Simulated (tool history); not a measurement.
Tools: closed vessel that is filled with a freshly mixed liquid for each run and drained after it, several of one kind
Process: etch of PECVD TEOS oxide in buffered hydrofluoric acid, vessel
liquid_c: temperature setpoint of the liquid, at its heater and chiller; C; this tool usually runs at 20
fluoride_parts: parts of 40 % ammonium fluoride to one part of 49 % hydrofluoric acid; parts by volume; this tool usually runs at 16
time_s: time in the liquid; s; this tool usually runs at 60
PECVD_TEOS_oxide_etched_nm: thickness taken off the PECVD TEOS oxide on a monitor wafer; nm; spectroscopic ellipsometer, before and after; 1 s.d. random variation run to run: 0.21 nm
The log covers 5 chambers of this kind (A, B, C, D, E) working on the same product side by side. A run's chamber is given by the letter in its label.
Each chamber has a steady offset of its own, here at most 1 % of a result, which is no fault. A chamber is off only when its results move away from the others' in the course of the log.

| run | hour | liquid_c | fluoride_parts | time_s | read-back film thickness of the PECVD TEOS oxide reference wafer, read on the same gauge (nm) | PECVD_TEOS_oxide_etched_nm |
|---|---|---|---|---|---|---|
| 1E | 5.4 | 20 | 16 | 60 | 59.968 | 57.593 |
| 2A | 13.2 | 20 | 16 | 60 | 60.009 | 57.823 |
| 3B | 20.8 | 20 | 16 | 60 | 60.013 | 58.103 |
| 4C | 27.4 | 20 | 16 | 60 | 59.998 | 58.175 |
| 5D | 33.1 | 20 | 16 | 60 | 60.017 | 57.938 |
| 6B | 37.6 | 20 | 16 | 60 | 59.992 | 57.769 |
| 7D | 45.1 | 20 | 16 | 60 | 59.983 | 57.518 |
| 8E | 51.4 | 20 | 16 | 60 | 60.021 | 58.024 |
| 9A | 56.2 | 20 | 16 | 60 | 59.998 | 58.366 |
| 10C | 59.9 | 20 | 16 | 60 | 60.002 | 57.992 |
| 11C | 65.2 | 20 | 16 | 60 | 59.988 | 58.108 |
| 12B | 70.4 | 20 | 16 | 60 | 59.964 | 57.931 |
| 13D | 75.3 | 20 | 16 | 60 | 60.017 | 58.173 |
| 14E | 81.1 | 20 | 16 | 60 | 60.015 | 57.651 |
| 15A | 86.9 | 20 | 16 | 60 | 59.994 | 57.685 |
| 16A | 90.7 | 20 | 16 | 60 | 60.016 | 58.083 |
| 17E | 95.3 | 20 | 16 | 60 | 60.011 | 58.312 |
| 18C | 103.3 | 20 | 16 | 60 | 60.003 | 58.217 |
| 19D | 109 | 20 | 16 | 60 | 59.993 | 57.839 |
| 20B | 116.3 | 20 | 16 | 60 | 59.999 | 58.011 |
| 21D | 123 | 20 | 16 | 60 | 60.004 | 57.368 |
| 22E | 127.3 | 20 | 16 | 60 | 59.994 | 58.355 |
| 23C | 134.8 | 20 | 16 | 60 | 60.009 | 58.005 |
| 24A | 140.3 | 20 | 16 | 60 | 59.997 | 58.012 |
| 25B | 146.6 | 20 | 16 | 60 | 59.986 | 57.606 |
| 26D | 150.5 | 20 | 16 | 60 | 59.958 | 57.825 |
| 27E | 155.6 | 20 | 16 | 60 | 59.996 | 57.7 |
| 28B | 159.2 | 20 | 16 | 60 | 60.024 | 57.646 |
| 29A | 165 | 20 | 16 | 60 | 60.031 | 57.978 |
| 30C | 170.5 | 20 | 16 | 60 | 59.965 | 58.009 |
| 31B | 178.4 | 20 | 16 | 60 | 60.017 | 57.876 |
| 32E | 183.2 | 20 | 16 | 60 | 60.014 | 58.223 |
| 33D | 190.2 | 20 | 16 | 60 | 59.998 | 57.738 |
| 34A | 193.8 | 20 | 14 | 75 | 59.999 | 82.634 |
| 35C | 201 | 20 | 14 | 75 | 60.01 | 82.728 |
| 36B | 204.6 | 20 | 14 | 75 | 60.012 | 82.27 |
| 37D | 212.3 | 20 | 14 | 75 | 59.992 | 83.099 |

All chambers now run identical settings, listed one chamber a line with results as question marks. What results will each chamber show?
| 38A | 218.1 | 20 | 16 | 60 |  | ? |
| 38B | 218.1 | 20 | 16 | 60 |  | ? |
| 38C | 218.1 | 20 | 16 | 60 |  | ? |
| 38D | 218.1 | 20 | 16 | 60 |  | ? |
| 38E | 218.1 | 20 | 16 | 60 |  | ? |

| run | PECVD_TEOS_oxide_etched_nm |
|---|---|
| 38A | 58.15 |
| 38B | 57.561 |
| 38C | 58.034 |
| 38D | 58.165 |
| 38E | 58.346 |
